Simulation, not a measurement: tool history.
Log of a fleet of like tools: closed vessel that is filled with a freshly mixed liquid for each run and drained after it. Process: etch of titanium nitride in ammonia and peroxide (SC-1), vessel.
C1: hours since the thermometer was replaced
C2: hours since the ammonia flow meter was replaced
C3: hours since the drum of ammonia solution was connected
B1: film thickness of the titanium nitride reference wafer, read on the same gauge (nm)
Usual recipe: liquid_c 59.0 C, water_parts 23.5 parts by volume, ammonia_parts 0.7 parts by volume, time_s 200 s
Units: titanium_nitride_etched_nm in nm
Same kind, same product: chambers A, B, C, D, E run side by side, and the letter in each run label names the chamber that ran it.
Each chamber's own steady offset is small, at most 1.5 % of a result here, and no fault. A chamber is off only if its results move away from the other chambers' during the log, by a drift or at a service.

{"run": "1B", "day": 0.212, "liquid_c": 59.0, "water_parts": 23.5, "ammonia_parts": 0.7, "time_s": 200, "C1": 426.2, "C2": 925.2, "C3": 240.0, "B1": 100.0, "titanium_nitride_etched_nm": 21.061}
{"run": "2E", "day": 0.475, "liquid_c": 59.0, "water_parts": 23.5, "ammonia_parts": 0.7, "time_s": 200, "C1": 304.4, "C2": 524.4, "C3": 449.9, "B1": 99.98, "titanium_nitride_etched_nm": 20.8}
{"run": "3C", "day": 0.821, "liquid_c": 59.0, "water_parts": 23.5, "ammonia_parts": 0.7, "time_s": 200, "C1": 161.1, "C2": 141.1, "C3": 105.2, "B1": 99.995, "titanium_nitride_etched_nm": 20.957}
{"run": "4A", "day": 1.083, "liquid_c": 59.0, "water_parts": 23.5, "ammonia_parts": 0.7, "time_s": 200, "C1": 994.2, "C2": 1735.9, "C3": 169.6, "B1": 99.997, "titanium_nitride_etched_nm": 20.543}
{"run": "5D", "day": 1.312, "liquid_c": 59.0, "water_parts": 23.5, "ammonia_parts": 0.7, "time_s": 200, "C1": 595.6, "C2": 1417.0, "C3": 143.4, "B1": 100.01, "titanium_nitride_etched_nm": 20.287}
{"run": "6A", "day": 1.65, "liquid_c": 59.0, "water_parts": 23.5, "ammonia_parts": 0.7, "time_s": 200, "C1": 1007.8, "C2": 1749.5, "C3": 183.2, "B1": 99.977, "titanium_nitride_etched_nm": 20.515}
{"run": "7C", "day": 1.908, "liquid_c": 59.0, "water_parts": 23.5, "ammonia_parts": 0.7, "time_s": 200, "C1": 187.2, "C2": 167.2, "C3": 131.3, "B1": 99.989, "titanium_nitride_etched_nm": 20.762}
{"run": "8E", "day": 2.25, "liquid_c": 59.0, "water_parts": 23.5, "ammonia_parts": 0.7, "time_s": 200, "C1": 347.0, "C2": 567.0, "C3": 492.5, "B1": 100.01, "titanium_nitride_etched_nm": 20.5}
{"run": "9D", "day": 2.45, "liquid_c": 59.0, "water_parts": 14.5, "ammonia_parts": 0.7, "time_s": 270, "C1": 622.9, "C2": 1444.3, "C3": 170.7, "B1": 100.01, "titanium_nitride_etched_nm": 35.988}
{"run": "10B", "day": 2.746, "liquid_c": 59.0, "water_parts": 14.5, "ammonia_parts": 0.7, "time_s": 270, "C1": 487.0, "C2": 986.0, "C3": 300.8, "B1": 100.0, "titanium_nitride_etched_nm": 36.807}
{"run": "11B", "day": 3.079, "liquid_c": 59.0, "water_parts": 14.5, "ammonia_parts": 0.7, "time_s": 270, "C1": 495.0, "C2": 994.0, "C3": 308.8, "B1": 100.01, "titanium_nitride_etched_nm": 37.362}
{"run": "12C", "day": 3.412, "liquid_c": 59.0, "water_parts": 14.5, "ammonia_parts": 0.7, "time_s": 270, "C1": 223.3, "C2": 203.3, "C3": 167.4, "B1": 99.95, "titanium_nitride_etched_nm": 36.967}
{"run": "13D", "day": 3.733, "liquid_c": 59.0, "water_parts": 14.5, "ammonia_parts": 0.7, "time_s": 270, "C1": 653.7, "C2": 1475.1, "C3": 201.5, "B1": 99.994, "titanium_nitride_etched_nm": 35.873}
{"run": "14E", "day": 3.996, "liquid_c": 59.0, "water_parts": 23.5, "ammonia_parts": 0.7, "time_s": 200, "C1": 388.9, "C2": 608.9, "C3": 534.4, "B1": 99.988, "titanium_nitride_etched_nm": 20.895}
{"day": 4.142, "done": "chamber B: new drum of ammonia solution connected"}
{"run": "15A", "day": 4.229, "liquid_c": 59.0, "water_parts": 23.5, "ammonia_parts": 0.7, "time_s": 200, "C1": 1069.7, "C2": 1811.4, "C3": 245.1, "B1": 99.966, "titanium_nitride_etched_nm": 20.989}
{"run": "16D", "day": 4.583, "liquid_c": 59.0, "water_parts": 23.5, "ammonia_parts": 0.7, "time_s": 200, "C1": 674.1, "C2": 1495.5, "C3": 221.9, "B1": 99.989, "titanium_nitride_etched_nm": 20.925}
{"run": "17A", "day": 4.746, "liquid_c": 59.0, "water_parts": 23.5, "ammonia_parts": 0.7, "time_s": 200, "C1": 1082.1, "C2": 1823.8, "C3": 257.5, "B1": 100.01, "titanium_nitride_etched_nm": 20.64}
{"run": "18B", "day": 5.05, "liquid_c": 59.0, "water_parts": 23.5, "ammonia_parts": 0.7, "time_s": 200, "C1": 542.3, "C2": 1041.3, "C3": 21.9, "B1": 100.0, "titanium_nitride_etched_nm": 20.98}
{"run": "19C", "day": 5.367, "liquid_c": 59.0, "water_parts": 23.5, "ammonia_parts": 0.7, "time_s": 200, "C1": 270.2, "C2": 250.2, "C3": 214.3, "B1": 100.04, "titanium_nitride_etched_nm": 21.069}
{"run": "20E", "day": 5.692, "liquid_c": 59.0, "water_parts": 23.5, "ammonia_parts": 0.7, "time_s": 200, "C1": 429.6, "C2": 649.6, "C3": 575.1, "B1": 99.994, "titanium_nitride_etched_nm": 20.399}
{"run": "21B", "day": 5.9, "liquid_c": 59.0, "water_parts": 23.5, "ammonia_parts": 0.7, "time_s": 200, "C1": 562.7, "C2": 1061.7, "C3": 42.3, "B1": 99.981, "titanium_nitride_etched_nm": 20.798}
{"run": "22A", "day": 6.092, "liquid_c": 59.0, "water_parts": 23.5, "ammonia_parts": 0.7, "time_s": 200, "C1": 1114.4, "C2": 1856.1, "C3": 289.8, "B1": 100.02, "titanium_nitride_etched_nm": 20.592}
{"run": "23C", "day": 6.367, "liquid_c": 59.0, "water_parts": 23.5, "ammonia_parts": 0.7, "time_s": 200, "C1": 294.2, "C2": 274.2, "C3": 238.3, "B1": 99.998, "titanium_nitride_etched_nm": 20.938}
{"run": "24D", "day": 6.662, "liquid_c": 59.0, "water_parts": 23.5, "ammonia_parts": 0.7, "time_s": 200, "C1": 724.0, "C2": 1545.4, "C3": 271.8, "B1": 99.994, "titanium_nitride_etched_nm": 20.347}
{"run": "25E", "day": 6.917, "liquid_c": 59.0, "water_parts": 23.5, "ammonia_parts": 0.7, "time_s": 200, "C1": 459.0, "C2": 679.0, "C3": 604.5, "B1": 99.991, "titanium_nitride_etched_nm": 20.555}
{"day": 7.129, "done": "chamber A: ammonia flow meter replaced"}
{"run": "26C", "day": 7.217, "liquid_c": 65.5, "water_parts": 17.0, "ammonia_parts": 0.7, "time_s": 200, "C1": 314.6, "C2": 294.6, "C3": 258.7, "B1": 99.993, "titanium_nitride_etched_nm": 38.345}
{"run": "27D", "day": 7.408, "liquid_c": 65.5, "water_parts": 17.0, "ammonia_parts": 0.7, "time_s": 200, "C1": 741.9, "C2": 1563.3, "C3": 289.7, "B1": 99.997, "titanium_nitride_etched_nm": 37.83}
{"run": "28A", "day": 7.6, "liquid_c": 65.5, "water_parts": 17.0, "ammonia_parts": 0.7, "time_s": 200, "C1": 1150.6, "C2": 11.4, "C3": 326.0, "B1": 99.985, "titanium_nitride_etched_nm": 37.102}
{"day": 7.783, "done": "chamber C: new drum of ammonia solution connected"}
{"run": "29E", "day": 7.838, "liquid_c": 65.5, "water_parts": 17.0, "ammonia_parts": 0.7, "time_s": 200, "C1": 481.1, "C2": 701.1, "C3": 626.6, "B1": 100.0, "titanium_nitride_etched_nm": 37.766}
{"run": "30B", "day": 8.117, "liquid_c": 65.5, "water_parts": 17.0, "ammonia_parts": 0.7, "time_s": 200, "C1": 615.9, "C2": 1114.9, "C3": 95.5, "B1": 99.991, "titanium_nitride_etched_nm": 36.954}
{"run": "31C", "day": 8.329, "liquid_c": 59.0, "water_parts": 23.5, "ammonia_parts": 0.7, "time_s": 200, "C1": 341.3, "C2": 321.3, "C3": 13.1, "B1": 100.01, "titanium_nitride_etched_nm": 21.034}
{"day": 8.542, "done": "chamber D: ammonia flow meter replaced"}
{"run": "32D", "day": 8.571, "liquid_c": 59.0, "water_parts": 23.5, "ammonia_parts": 0.7, "time_s": 200, "C1": 769.8, "C2": 0.8, "C3": 317.6, "B1": 100.01, "titanium_nitride_etched_nm": 20.409}
{"run": "33B", "day": 8.771, "liquid_c": 59.0, "water_parts": 23.5, "ammonia_parts": 0.7, "time_s": 200, "C1": 631.6, "C2": 1130.6, "C3": 111.2, "B1": 99.97, "titanium_nitride_etched_nm": 20.962}
{"run": "34A", "day": 9.071, "liquid_c": 59.0, "water_parts": 23.5, "ammonia_parts": 0.7, "time_s": 200, "C1": 1185.9, "C2": 46.7, "C3": 361.3, "B1": 100.0, "titanium_nitride_etched_nm": 20.576}
{"run": "35E", "day": 9.288, "liquid_c": 59.0, "water_parts": 23.5, "ammonia_parts": 0.7, "time_s": 200, "C1": 515.9, "C2": 735.9, "C3": 661.4, "B1": 100.0, "titanium_nitride_etched_nm": 20.274}
{"run": "36D", "day": 9.608, "liquid_c": 59.0, "water_parts": 23.5, "ammonia_parts": 0.7, "time_s": 200, "C1": 794.7, "C2": 25.7, "C3": 342.5, "B1": 99.973, "titanium_nitride_etched_nm": 20.502}
{"run": "37A", "day": 9.933, "liquid_c": 59.0, "water_parts": 23.5, "ammonia_parts": 0.7, "time_s": 200, "C1": 1206.6, "C2": 67.4, "C3": 382.0, "B1": 99.971, "titanium_nitride_etched_nm": 20.538}
{"run": "38E", "day": 10.279, "liquid_c": 59.0, "water_parts": 23.5, "ammonia_parts": 0.7, "time_s": 200, "C1": 539.7, "C2": 759.7, "C3": 685.2, "B1": 99.974, "titanium_nitride_etched_nm": 20.9}
{"run": "39C", "day": 10.471, "liquid_c": 59.0, "water_parts": 23.5, "ammonia_parts": 0.7, "time_s": 200, "C1": 392.7, "C2": 372.7, "C3": 64.5, "B1": 99.979, "titanium_nitride_etched_nm": 20.84}
{"run": "40B", "day": 10.783, "liquid_c": 59.0, "water_parts": 23.5, "ammonia_parts": 0.7, "time_s": 200, "C1": 679.9, "C2": 1178.9, "C3": 159.5, "B1": 99.985, "titanium_nitride_etched_nm": 20.861}

Is one chamber out of step, is the gauge drifting, or do the chambers differ by no more than their own small offsets? For an off chamber, give its letter and the likeliest cause.

No chamber stands off beyond its own small offset, and the gauge holds steady.

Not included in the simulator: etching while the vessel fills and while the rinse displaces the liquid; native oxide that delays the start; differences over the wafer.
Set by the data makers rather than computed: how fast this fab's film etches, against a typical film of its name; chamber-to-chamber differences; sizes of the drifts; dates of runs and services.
